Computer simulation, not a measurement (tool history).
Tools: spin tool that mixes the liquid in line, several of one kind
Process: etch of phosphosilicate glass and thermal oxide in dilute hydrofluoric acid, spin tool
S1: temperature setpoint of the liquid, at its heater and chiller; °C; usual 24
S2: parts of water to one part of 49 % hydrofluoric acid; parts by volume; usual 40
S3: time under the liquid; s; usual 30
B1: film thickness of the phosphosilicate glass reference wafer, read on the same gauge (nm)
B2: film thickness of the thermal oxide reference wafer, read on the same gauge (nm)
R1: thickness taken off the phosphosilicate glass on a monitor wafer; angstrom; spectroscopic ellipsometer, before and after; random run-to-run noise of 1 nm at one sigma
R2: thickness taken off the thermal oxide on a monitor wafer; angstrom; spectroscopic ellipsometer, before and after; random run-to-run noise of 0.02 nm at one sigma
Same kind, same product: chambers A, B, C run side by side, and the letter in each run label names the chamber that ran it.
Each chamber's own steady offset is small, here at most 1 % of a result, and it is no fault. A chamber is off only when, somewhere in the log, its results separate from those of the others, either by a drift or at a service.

run 1A day=0.400 | S1=24 S2=40 S3=30 | B1=30.033 B2=149.98 | R1=1220.60 R2=37.577
-- day=0.412 chamber A: hydrofluoric acid flow meter replaced
run 2C day=0.738 | S1=24 S2=40 S3=30 | B1=30.017 B2=150.00 | R1=1207.80 R2=37.516
run 3B day=1.017 | S1=24 S2=40 S3=30 | B1=30.020 B2=149.97 | R1=1203.50 R2=37.730
run 4A day=1.292 | S1=24 S2=40 S3=30 | B1=30.019 B2=150.00 | R1=1213.90 R2=37.506
run 5B day=1.617 | S1=24 S2=40 S3=30 | B1=30.044 B2=149.98 | R1=1217.50 R2=37.783
run 6C day=1.821 | S1=24 S2=40 S3=30 | B1=30.015 B2=149.97 | R1=1203.00 R2=37.680
run 7A day=2.088 | S1=24 S2=40 S3=30 | B1=29.989 B2=150.03 | R1=1224.70 R2=37.708
run 8B day=2.429 | S1=24 S2=40 S3=30 | B1=29.991 B2=150.01 | R1=1207.40 R2=37.598
run 9C day=2.633 | S1=24 S2=40 S3=30 | B1=30.020 B2=149.99 | R1=1205.90 R2=37.367
run 10B day=3.046 | S1=24 S2=40 S3=30 | B1=29.987 B2=149.96 | R1=1216.00 R2=37.879
run 11A day=3.304 | S1=24 S2=40 S3=30 | B1=29.987 B2=150.00 | R1=1213.80 R2=37.645
run 12C day=3.638 | S1=24 S2=40 S3=30 | B1=30.038 B2=150.01 | R1=1215.50 R2=37.361
run 13A day=3.871 | S1=24 S2=40 S3=30 | B1=29.930 B2=149.99 | R1=1212.90 R2=37.690
run 14B day=4.204 | S1=24 S2=40 S3=30 | B1=29.992 B2=150.01 | R1=1214.40 R2=37.648
run 15C day=4.400 | S1=24 S2=40 S3=30 | B1=29.937 B2=149.99 | R1=1203.70 R2=37.632
run 16A day=4.617 | S1=24 S2=40 S3=30 | B1=29.989 B2=149.98 | R1=1205.70 R2=37.599
run 17C day=4.883 | S1=24 S2=50 S3=40 | B1=30.024 B2=150.01 | R1=1259.80 R2=39.502
run 18B day=5.067 | S1=24 S2=50 S3=40 | B1=29.979 B2=149.96 | R1=1280.90 R2=39.765
run 19B day=5.358 | S1=24 S2=50 S3=40 | B1=30.006 B2=150.05 | R1=1281.50 R2=40.211
run 20A day=5.688 | S1=24 S2=40 S3=30 | B1=29.978 B2=149.97 | R1=1209.90 R2=37.445
-- day=5.971 chamber C: hydrofluoric acid flow meter replaced
run 21C day=6.058 | S1=24 S2=40 S3=30 | B1=29.989 B2=150.01 | R1=1195.50 R2=37.609
run 22C day=6.404 | S1=24 S2=40 S3=30 | B1=29.982 B2=150.02 | R1=1197.70 R2=37.561
run 23B day=6.758 | S1=24 S2=40 S3=30 | B1=30.025 B2=150.02 | R1=1204.20 R2=37.943
run 24A day=7.083 | S1=24 S2=40 S3=30 | B1=29.978 B2=150.00 | R1=1227.70 R2=37.688
run 25A day=7.321 | S1=24 S2=40 S3=30 | B1=30.034 B2=149.99 | R1=1210.80 R2=37.726
run 26B day=7.658 | S1=24 S2=40 S3=30 | B1=29.958 B2=149.99 | R1=1214.30 R2=38.041
run 27C day=7.917 | S1=24 S2=40 S3=30 | B1=29.992 B2=149.99 | R1=1200.80 R2=37.316
run 28A day=8.288 | S1=21 S2=25 S3=30 | B1=29.985 B2=149.99 | R1=1692.70 R2=53.616
run 29B day=8.488 | S1=21 S2=25 S3=30 | B1=30.006 B2=149.97 | R1=1742.40 R2=53.575
run 30C day=8.804 | S1=21 S2=25 S3=30 | B1=30.012 B2=150.02 | R1=1740.40 R2=53.676
run 31A day=9.017 | S1=24 S2=40 S3=30 | B1=29.991 B2=150.01 | R1=1210.20 R2=37.664
run 32C day=9.242 | S1=24 S2=40 S3=30 | B1=29.966 B2=149.99 | R1=1195.40 R2=37.605
run 33B day=9.638 | S1=24 S2=40 S3=30 | B1=29.988 B2=149.99 | R1=1208.20 R2=37.665
run 34B day=9.883 | S1=24 S2=40 S3=30 | B1=30.037 B2=149.99 | R1=1206.50 R2=37.938
run 35A day=10.283 | S1=24 S2=40 S3=30 | B1=30.015 B2=150.05 | R1=1196.10 R2=37.390
run 36C day=10.675 | S1=24 S2=40 S3=30 | B1=30.012 B2=150.01 | R1=1209.20 R2=37.563
run 37C day=10.908 | S1=24 S2=40 S3=30 | B1=30.002 B2=150.00 | R1=1192.90 R2=37.364
run 38B day=11.129 | S1=24 S2=40 S3=15 | B1=29.967 B2=150.01 | R1=607.71 R2=18.893
run 39A day=11.375 | S1=24 S2=40 S3=15 | B1=29.960 B2=150.00 | R1=605.25 R2=18.764
run 40A day=11.746 | S1=24 S2=40 S3=15 | B1=29.968 B2=150.01 | R1=603.65 R2=18.801
run 41C day=11.996 | S1=24 S2=40 S3=25 | B1=29.968 B2=149.99 | R1=997.25 R2=31.603
run 42B day=12.188 | S1=24 S2=40 S3=25 | B1=30.045 B2=150.02 | R1=1008.00 R2=31.806
run 43C day=12.571 | S1=24 S2=40 S3=25 | B1=29.941 B2=149.98 | R1=1009.50 R2=31.009
run 44B day=12.746 | S1=24 S2=40 S3=30 | B1=29.961 B2=150.01 | R1=1196.10 R2=37.692

Each of the 3 chambers runs these same settings next. Fill in every chamber's results:
run 45A day=13.042 | S1=24 S2=40 S3=30 | R1=? R2=?
run 45B day=13.042 | S1=24 S2=40 S3=30 | R1=? R2=?
run 45C day=13.042 | S1=24 S2=40 S3=30 | R1=? R2=?

run=45A R1=1231.10 R2=37.726
run=45B R1=1197.40 R2=38.011
run=45C R1=1188.70 R2=37.255

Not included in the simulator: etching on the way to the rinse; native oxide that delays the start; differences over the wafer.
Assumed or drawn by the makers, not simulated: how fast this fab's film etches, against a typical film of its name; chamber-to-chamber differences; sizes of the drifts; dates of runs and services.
